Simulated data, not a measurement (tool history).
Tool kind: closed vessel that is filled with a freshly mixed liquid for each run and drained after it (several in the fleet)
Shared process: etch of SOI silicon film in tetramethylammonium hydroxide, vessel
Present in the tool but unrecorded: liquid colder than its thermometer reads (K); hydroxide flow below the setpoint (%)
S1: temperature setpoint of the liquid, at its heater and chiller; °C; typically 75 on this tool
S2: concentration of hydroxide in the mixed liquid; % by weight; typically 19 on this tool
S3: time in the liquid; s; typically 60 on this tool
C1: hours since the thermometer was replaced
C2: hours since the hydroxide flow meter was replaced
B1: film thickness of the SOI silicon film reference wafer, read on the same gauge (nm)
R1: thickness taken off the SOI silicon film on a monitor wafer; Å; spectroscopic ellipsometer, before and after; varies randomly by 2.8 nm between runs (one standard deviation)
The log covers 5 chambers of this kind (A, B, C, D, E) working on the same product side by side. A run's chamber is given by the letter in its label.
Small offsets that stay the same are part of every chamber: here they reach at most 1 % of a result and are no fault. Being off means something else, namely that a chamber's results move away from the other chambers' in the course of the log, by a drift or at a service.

run	day	S1	S2	S3	C1	C2	B1	R1
1D	0.346	75	19	60	202.2	1357.4	100.03	4429.2
2C	0.829	75	19	60	628.1	303.6	99.98	4535.8
3A	1.183	75	19	60	1249.6	118.7	99.993	4452.3
4B	1.467	75	19	60	1728.8	1546.1	100.01	4536.5
5E	1.888	75	19	60	898.9	764.1	99.982	4460.1
6C	2.283	75	19	60	663	338.5	100.03	4534.2
7A	2.625	75	19	60	1284.2	153.3	99.998	4447.3
8E	3.071	75	19	60	927.3	792.5	100	4402.3
9B	3.458	75	19	60	1776.6	1593.9	99.965	4511.4
# day 3.85: chamber A: thermometer replaced
10D	3.933	75	19	60	288.3	1443.5	99.983	4469.5
# day 3.946: chamber B: hydroxide flow meter replaced
11E	4.425	75	19	60	959.8	825	99.977	4469.7
12C	4.854	75	19	60	724.7	400.2	99.988	4465.8
13D	5.238	75	19	60	319.6	1474.8	100.02	4525.2
14A	5.496	75	23	60	39.5	222.2	100.05	4026.4
15B	5.971	75	23	60	1836.9	48.7	100.01	3968.6
16E	6.338	75	23	60	1005.7	870.9	100.03	3969.8
17C	6.796	75	23	60	771.3	446.8	100	4017.6
18A	7.125	75	23	60	78.6	261.3	100.02	4017.5
19D	7.567	75	19	30	375.5	1530.7	100.01	2239.5
20B	7.975	75	19	30	1885	96.8	100.01	2243.9
21D	8.312	75	19	30	393.4	1548.6	99.999	2241
22E	8.804	75	19	30	1064.9	930.1	99.971	2228.9
# day 9.154: chamber B: thermometer replaced
23C	9.167	75	19	30	828.2	503.7	99.98	2248.1
24B	9.467	75	19	60	7.5	132.6	100.03	4534.2
25A	9.85	75	19	60	144	326.7	99.972	4489.9
26D	10.221	75	19	60	439.2	1594.4	99.975	4466.3
27B	10.629	75	19	60	35.4	160.5	99.995	4500.5
28E	11.075	69	19	60	1119.4	984.6	100	3083
29A	11.329	69	19	60	179.5	362.2	99.97	3180.2
30C	11.604	69	19	60	886.7	562.2	99.999	3218.7
31C	12.054	69	19	60	897.5	573	100.04	3220.2
32D	12.546	69	19	60	495	1650.2	99.982	3170.4
# day 12.917: chamber A: hydroxide flow meter replaced
33A	13.017	75	19	60	220	2.4	100.02	4475.1
34B	13.292	75	19	60	99.3	224.4	99.989	4491.5
35E	13.608	75	19	60	1180.2	1045.4	100.01	4294.7
36C	14.038	75	19	60	945.1	620.6	99.996	4557.4
37E	14.471	75	19	60	1200.9	1066.1	99.984	4310.1
38D	14.796	75	19	60	549	1704.2	99.99	4476.1
39B	15.033	75	19	90	141.1	266.2	100.01	6706.7
40A	15.321	75	19	90	275.3	57.7	100.02	6685.7
41E	15.808	75	19	90	1233	1098.2	100.02	6440.3
42D	16.229	75	19	90	583.4	1738.6	100	6726.9

Is one chamber out of step, is the gauge drifting, or do the chambers differ by no more than their own small offsets? For an off chamber, give its letter and the likeliest cause.

Little by little, chamber E moves away from the other chambers.
What lies behind it: liquid colder than its thermometer reads (K) = 0.784.
The log might look much the same if the cause were instead: hydroxide flow above the setpoint (%).

Below are 4 candidate recipes for chamber E's next run, each the usual settings with a change, their results shown as question marks. Which of them brings E's results back in line with what the other chambers give on the usual settings?
A result is in line if it is within this distance of the other chambers' mean on the usual settings: R1 99 Å
43E-1	16.583	75	15.5	60				?
43E-2	16.583	75	21	60				?
43E-3	16.583	75	17	60				?
43E-4	16.583	73.5	19	60				?

Usual-settings mean across the other chambers: R1 4483.6 Å
run	R1
43E-1	4635.2
43E-2	4100.2
43E-3	4489.3
43E-4	3935.1
Change 43E-3 lands the chamber within the allowed miss of the other chambers.

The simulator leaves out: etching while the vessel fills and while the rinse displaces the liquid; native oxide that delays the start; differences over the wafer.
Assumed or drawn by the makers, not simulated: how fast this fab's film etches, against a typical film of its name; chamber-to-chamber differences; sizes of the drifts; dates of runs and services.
